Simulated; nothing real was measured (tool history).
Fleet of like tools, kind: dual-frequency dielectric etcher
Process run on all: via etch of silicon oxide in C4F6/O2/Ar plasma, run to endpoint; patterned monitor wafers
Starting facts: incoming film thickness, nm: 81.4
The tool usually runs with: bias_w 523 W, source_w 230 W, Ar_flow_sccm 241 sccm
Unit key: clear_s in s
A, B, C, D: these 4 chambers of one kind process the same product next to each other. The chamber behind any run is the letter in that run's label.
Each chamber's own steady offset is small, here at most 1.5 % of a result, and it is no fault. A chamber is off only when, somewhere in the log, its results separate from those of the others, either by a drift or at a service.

run   hour  bias_w  source_w  Ar_flow_sccm  clear_s
 1A   12.4     523       230           241   21.086
 2D   24.9     523       230           241   20.992
 3C   38.6     523       230           241   20.936
 4B   48.2     523       230           241   21.478
 5B   61.1     407       230           210   23.034
 6C   70.4     407       230           210   22.704
 7A   82.3     407       230           210   22.731
 8D   91.4     407       230           210   22.521
 9A  100.1     523       230           241    21.29
10B  106.6     523       270           241   19.935
11C  117.5     523       270           241   19.525
12D  130.2     523       270           241   19.685
13D  140.7     523       270           241   19.908
14B  148.9     523       230           241   21.284
15C  157.5     523       230           241   20.955
16A  167.3     523       230           241   21.112
17A    176     523       230           241   21.207
     181.9  -- chamber B: Ar flow controller replaced
18D  186.5     452       230           194   21.739
       193  -- chamber A: wet clean of the chamber
19B  200.1     452       230           194   22.094
20C    211     452       230           194   21.725
     211.8  -- chamber D: wet clean of the chamber
21C  224.4     452       230           194   21.872
22A  232.8     523       230           241   21.168
23D    243     523       230           241   19.754
24B    253     523       230           241   21.064
25D    260     523       230           241    20.08
26C  274.2     523       230           241   20.935
27B  283.3     523       230           241   21.578
28A  290.2     523       230           241   20.734
29D  301.2     523       230           241   19.872
30B  308.7     523       230           241    21.57
31A  315.7     523       230           241   20.945
32C  329.1     523       230           241   21.247
33A  335.6     523       230           241   20.993
34C    344     523       230           241   20.853
35B  352.2     523       230           241    21.57
     359.1  -- chamber C: wet clean of the chamber
36D  365.3     523       230           241   19.878
     372.3  -- chamber C: Ar flow controller replaced
37A  374.6     523       230           241   21.331
38C  388.4     523       230           241   21.059
39D  397.5     523       230           241   19.902

Next, every chamber runs the same settings. What will each give?
40A  407.8     523       230           241        ?
40B  407.8     523       230           241        ?
40C  407.8     523       230           241        ?
40D  407.8     523       230           241        ?

run  clear_s
40A   20.858
40B   21.307
40C   20.901
40D   19.914

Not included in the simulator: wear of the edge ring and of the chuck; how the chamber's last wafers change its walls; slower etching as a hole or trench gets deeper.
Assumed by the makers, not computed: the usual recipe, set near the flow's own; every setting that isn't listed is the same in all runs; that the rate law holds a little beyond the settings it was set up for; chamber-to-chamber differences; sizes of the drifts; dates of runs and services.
